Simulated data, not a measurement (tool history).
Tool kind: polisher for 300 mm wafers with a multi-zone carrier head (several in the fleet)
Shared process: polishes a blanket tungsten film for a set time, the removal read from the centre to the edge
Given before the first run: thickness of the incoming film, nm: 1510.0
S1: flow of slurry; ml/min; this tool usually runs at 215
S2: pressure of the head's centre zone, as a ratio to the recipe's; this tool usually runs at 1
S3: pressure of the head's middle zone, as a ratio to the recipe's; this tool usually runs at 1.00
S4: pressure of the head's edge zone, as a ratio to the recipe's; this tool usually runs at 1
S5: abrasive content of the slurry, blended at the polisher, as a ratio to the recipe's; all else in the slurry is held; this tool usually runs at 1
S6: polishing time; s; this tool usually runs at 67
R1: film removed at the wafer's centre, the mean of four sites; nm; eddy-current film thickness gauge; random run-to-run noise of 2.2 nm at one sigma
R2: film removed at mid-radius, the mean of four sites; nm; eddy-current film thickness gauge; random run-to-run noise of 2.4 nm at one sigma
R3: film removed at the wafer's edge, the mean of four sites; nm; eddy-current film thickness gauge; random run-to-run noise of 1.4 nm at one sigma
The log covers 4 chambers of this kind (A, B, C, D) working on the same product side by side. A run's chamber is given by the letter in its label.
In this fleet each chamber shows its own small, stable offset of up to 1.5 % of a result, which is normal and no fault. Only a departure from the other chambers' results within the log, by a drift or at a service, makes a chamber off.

| run | hour | S1 | S2 | S3 | S4 | S5 | S6 | R1 | R2 | R3 |
|---|---|---|---|---|---|---|---|---|---|---|
|  | 0.8 | chamber C: edge zone pressure recalibrated |
| 1A | 3.1 | 215 | 1 | 1.00 | 1 | 1 | 67 | 158.81 | 156.77 | 160.28 |
| 2D | 7.3 | 215 | 1 | 1.00 | 1 | 1 | 67 | 152.61 | 159.09 | 154.66 |
| 3B | 10.4 | 215 | 1 | 1.00 | 1 | 1 | 67 | 156.89 | 157.85 | 155.79 |
| 4C | 13.2 | 215 | 1 | 1.00 | 1 | 1 | 67 | 158.40 | 159.23 | 160.92 |
| 5C | 16.3 | 215 | 1 | 1.00 | 1 | 1 | 67 | 156.76 | 159.78 | 156.28 |
| 6D | 19.3 | 215 | 1 | 1.00 | 1 | 1 | 67 | 155.48 | 158.93 | 157.51 |
| 7A | 22.9 | 215 | 1 | 1.00 | 1 | 1 | 67 | 156.25 | 158.68 | 155.90 |
| 8B | 27.0 | 215 | 1 | 1.00 | 1 | 1 | 67 | 160.77 | 154.89 | 158.65 |
| 9A | 29.4 | 215 | 1 | 1.00 | 1 | 1 | 67 | 161.60 | 158.71 | 156.13 |
| 10C | 32.7 | 215 | 1 | 1.00 | 1 | 1 | 67 | 156.02 | 158.13 | 158.44 |
| 11D | 36.6 | 215 | 1 | 1.00 | 1 | 1 | 67 | 156.42 | 160.55 | 156.81 |
|  | 38.3 | chamber A: centre zone pressure recalibrated |
| 12B | 40.0 | 215 | 1 | 1.00 | 1 | 1 | 67 | 157.09 | 158.97 | 156.79 |
| 13B | 42.1 | 215 | 1 | 1.00 | 1 | 1 | 67 | 159.46 | 154.91 | 158.53 |
| 14D | 45.3 | 215 | 1 | 1.11 | 1 | 1 | 67 | 159.83 | 169.14 | 154.09 |
| 15A | 48.9 | 215 | 1 | 1.11 | 1 | 1 | 67 | 170.75 | 174.05 | 154.26 |
| 16C | 52.4 | 215 | 1 | 1.11 | 1 | 1 | 67 | 157.15 | 175.04 | 160.42 |
| 17D | 55.0 | 215 | 1 | 1.11 | 1 | 1 | 67 | 155.51 | 179.11 | 156.47 |
| 18A | 58.8 | 215 | 1 | 1.00 | 1 | 1 | 67 | 168.66 | 163.14 | 157.40 |
| 19C | 61.5 | 215 | 1 | 1.00 | 1 | 1 | 67 | 156.20 | 155.74 | 158.36 |
|  | 62.5 | chamber D: slurry nozzle cleaned |
| 20B | 65.8 | 215 | 1 | 1.00 | 1 | 1 | 67 | 162.63 | 152.36 | 158.61 |
|  | 68.1 | chamber B: worn pad replaced by a new one |
| 21D | 68.7 | 215 | 1 | 1.05 | 1 | 1 | 67 | 155.86 | 163.95 | 157.55 |
|  | 71.6 | chamber D: worn pad replaced by a new one |
| 22A | 71.8 | 215 | 1 | 1.05 | 1 | 1 | 67 | 169.00 | 164.42 | 156.30 |
| 23B | 74.3 | 215 | 1 | 1.05 | 1 | 1 | 67 | 156.50 | 165.71 | 154.53 |
|  | 76.6 | chamber A: worn pad replaced by a new one |
| 24C | 78.1 | 215 | 1 | 1.05 | 1 | 1 | 67 | 155.23 | 164.66 | 162.64 |
| 25C | 81.1 | 215 | 1 | 1.00 | 1 | 1 | 67 | 158.79 | 157.54 | 160.98 |
| 26D | 83.7 | 215 | 1 | 1.00 | 1 | 1 | 67 | 158.15 | 158.09 | 156.30 |
| 27A | 85.7 | 215 | 1 | 1.00 | 1 | 1 | 67 | 169.85 | 159.84 | 156.72 |

All 4 chambers run these settings next. Forecast each chamber's results:
| 28A | 88.9 | 215 | 1 | 1.00 | 1 | 1 | 67 | ? | ? | ? |
| 28B | 88.9 | 215 | 1 | 1.00 | 1 | 1 | 67 | ? | ? | ? |
| 28C | 88.9 | 215 | 1 | 1.00 | 1 | 1 | 67 | ? | ? | ? |
| 28D | 88.9 | 215 | 1 | 1.00 | 1 | 1 | 67 | ? | ? | ? |

| run | R1 | R2 | R3 |
|---|---|---|---|
| 28A | 173.38 | 160.22 | 157.46 |
| 28B | 161.24 | 157.27 | 161.12 |
| 28C | 157.19 | 156.97 | 160.80 |
| 28D | 159.14 | 155.34 | 155.55 |

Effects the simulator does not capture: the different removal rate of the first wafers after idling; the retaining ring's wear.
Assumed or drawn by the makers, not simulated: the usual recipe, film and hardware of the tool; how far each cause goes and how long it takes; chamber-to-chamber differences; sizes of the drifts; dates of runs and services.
